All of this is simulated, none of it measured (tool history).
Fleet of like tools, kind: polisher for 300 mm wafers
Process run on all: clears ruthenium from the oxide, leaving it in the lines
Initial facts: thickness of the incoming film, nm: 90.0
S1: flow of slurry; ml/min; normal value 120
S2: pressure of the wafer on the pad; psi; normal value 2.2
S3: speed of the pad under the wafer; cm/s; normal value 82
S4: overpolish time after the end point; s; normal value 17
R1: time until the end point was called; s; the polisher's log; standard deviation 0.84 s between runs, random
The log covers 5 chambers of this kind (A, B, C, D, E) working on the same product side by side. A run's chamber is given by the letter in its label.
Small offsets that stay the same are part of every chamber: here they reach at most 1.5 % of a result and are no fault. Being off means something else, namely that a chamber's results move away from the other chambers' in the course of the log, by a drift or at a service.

run   hour   S1   S2  S3  S4       R1
 1A    3.6  120  2.2  82  17  101.530
 2E   10.2  120  2.2  82  17  101.940
 3B   17.2  120  2.2  82  17  102.240
      21.3  -- chamber E: slurry nozzle cleaned
 4C   22.2  120  2.2  82  17  101.430
      25.1  -- chamber C: slurry nozzle cleaned
 5D   29.0  145  1.7  82  17  127.200
 6D   32.7  145  1.7  82  17  127.960
 7B   35.9  145  1.7  82  17  127.640
 8E   40.0  145  1.7  82  17  128.390
      41.6  -- chamber E: worn pad replaced by a new one
 9C   46.8  145  1.7  82  17  126.050
      52.6  -- chamber D: worn pad replaced by a new one
10A   52.7  120  2.2  82  17  101.350
11A   56.0  120  2.5  82  10   90.322
      59.4  -- chamber B: worn pad replaced by a new one
12D   61.3  120  2.5  82  10   91.134
13E   64.6  120  2.5  82  10   90.643
14C   67.7  120  2.5  82  10   89.979
15B   75.0  120  2.5  82  10   88.690
      76.1  -- chamber C: head pressure recalibrated
16E   78.8  120  2.2  82  17  102.410
      81.3  -- chamber A: worn pad replaced by a new one
17C   83.6  120  2.2  82  17  101.890
      86.8  -- chamber A: head pressure recalibrated
18A   87.2  120  2.2  82  17   93.310
19D   92.0  120  2.2  82  17  102.230
20B   95.4  120  2.2  82  17  101.050
21C   99.2  120  2.2  82  17  102.140
22B  103.0  120  2.2  82  17  102.490
23E  106.5  120  2.2  82  17  101.710
24D  113.2  120  2.2  82  17  102.120
     114.4  -- chamber C: worn pad replaced by a new one
25A  116.9   85  2.2  82  24  102.130
     122.0  -- chamber E: worn pad replaced by a new one
26B  122.5   85  2.2  82  24  109.940
27C  127.1   85  2.2  82  24  111.910
28E  131.1   85  2.2  82  24  111.860
     136.7  -- chamber B: worn pad replaced by a new one
29A  137.2   85  2.2  82  24  102.890
30D  143.4  120  2.2  82  17  101.550
31A  148.3  120  2.2  82  17   93.857
     151.2  -- chamber D: worn pad replaced by a new one
32C  152.5  120  2.2  82  17  101.320
33E  156.9  140  2.2  82  17   99.958
34D  163.2  140  2.2  82  17  100.420
35B  167.1  140  2.2  82  17   98.530
36A  173.1  140  2.2  82  17   90.118
37B  179.9  140  2.2  82  17   99.893
38D  183.0  120  2.2  82  17  102.950
39C  190.3  120  2.2  82  17  101.450
     192.7  -- chamber E: worn pad replaced by a new one
40E  196.9  120  2.2  82  17  102.610

Which is it: a chamber that has drifted or been left off by a service, a gauge drift common to all chambers, or only each chamber's usual small offset? If a chamber is off, name it and its likeliest cause.

A service on chamber A put it out of line with the rest.
Likeliest cause: head's pressure above its setpoint, % = 9.56.

Here are 4 candidates for chamber A's next run, each the usual settings with a change, their results left as question marks. Which one brings its results back in line with what the others give on the usual settings?
Maximum distance from the other chambers' mean on the usual settings for a result to count as in line: R1 2.900 s
41A-1  202.1  120  2.1  78  17   ?
41A-2  202.1  120  2.3  86  17   ?
41A-3  202.1  120  2.2  86  17   ?
41A-4  202.1  120  2.2  78  17   ?

Mean of the other chambers on the usual settings: R1 102.230 s
  run       R1
41A-1  103.550
41A-2   85.868
41A-3   89.776
41A-4   98.839
41A-1 is the one that brings the chamber's results back in line with the other chambers.

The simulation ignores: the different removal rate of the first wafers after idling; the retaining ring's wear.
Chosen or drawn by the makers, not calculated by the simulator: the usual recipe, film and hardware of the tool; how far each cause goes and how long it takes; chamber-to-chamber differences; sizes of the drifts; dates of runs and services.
